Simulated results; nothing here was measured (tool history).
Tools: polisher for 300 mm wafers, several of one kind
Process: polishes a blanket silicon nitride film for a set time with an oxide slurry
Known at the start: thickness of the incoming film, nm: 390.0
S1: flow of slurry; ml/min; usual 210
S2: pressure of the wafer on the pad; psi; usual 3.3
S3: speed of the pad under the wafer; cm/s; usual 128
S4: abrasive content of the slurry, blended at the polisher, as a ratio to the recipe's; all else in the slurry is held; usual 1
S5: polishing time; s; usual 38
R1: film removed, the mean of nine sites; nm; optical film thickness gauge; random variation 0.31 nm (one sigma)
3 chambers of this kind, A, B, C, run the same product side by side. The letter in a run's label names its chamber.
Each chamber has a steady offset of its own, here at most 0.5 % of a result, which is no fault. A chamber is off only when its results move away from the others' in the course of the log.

run	hour	S1	S2	S3	S4	S5	R1
# hour 1.9: chamber B: slurry blender recalibrated
1B	9.7	210	3.3	128	1	38	28.548
2A	15.8	210	3.3	128	1	38	28.594
3C	23.9	210	3.3	128	1	38	28.299
4B	32.6	210	3.3	128	1	38	28.736
5C	40.9	210	3.3	128	1	38	28.622
6A	45.7	210	3.3	128	1	38	28.829
7A	52.5	210	3.3	128	1	38	28.651
# hour 55.9: chamber C: conditioning disc replaced and pad reconditioned
8B	57.4	210	3.3	128	1	38	28.956
# hour 62.3: chamber A: worn pad replaced by a new one
9C	67.2	210	3.3	128	1	38	28.114
10A	73	210	3.3	128	1	38	28.828
11B	82.5	210	3.3	128	1	38	28.438
# hour 83.5: chamber C: head pressure recalibrated
12C	87.1	210	3.3	128	1	38	28.639
# hour 92.2: chamber C: worn pad replaced by a new one
13B	93.8	210	3.3	128	1	38	28.123
14C	100.4	210	3.3	128	1	38	27.988
15A	109.3	210	3.3	128	1	38	29.049
# hour 111.7: chamber A: slurry nozzle cleaned
16A	114.5	210	3.3	128	1	38	28.658
17C	122.9	210	3.3	128	1	38	28.4
18B	129.3	210	3.3	128	1	38	28.48
19C	134.4	210	3.3	128	1	38	28.489
20A	141.4	210	3.3	128	1	38	28.298
21B	146.6	210	3.3	128	1	38	28.471
# hour 149.4: chamber B: worn pad replaced by a new one
22B	151	210	3.3	128	1	38	28.661
# hour 151.1: chamber C: slurry blender recalibrated
# hour 158.9: chamber C: conditioning disc replaced and pad reconditioned
23A	159.8	210	3.3	94	1	38	22.15
24C	167.7	210	3.3	94	1	38	22.374
25A	174.1	210	3.3	94	1	38	22.217
26C	183.4	210	3.3	128	1	38	28.315
# hour 188.3: chamber A: worn pad replaced by a new one
27B	192.2	210	3.3	128	1	38	28.337
28C	199.9	210	3.7	128	1	38	31.411
29A	204.3	210	3.7	128	1	38	31.964

What goes on in this fleet: one chamber off, a drifting gauge, or nothing beyond the chambers' own small offsets? Name the chamber and the cause, if any.

No chamber stands off beyond its own small offset, and the gauge holds steady.
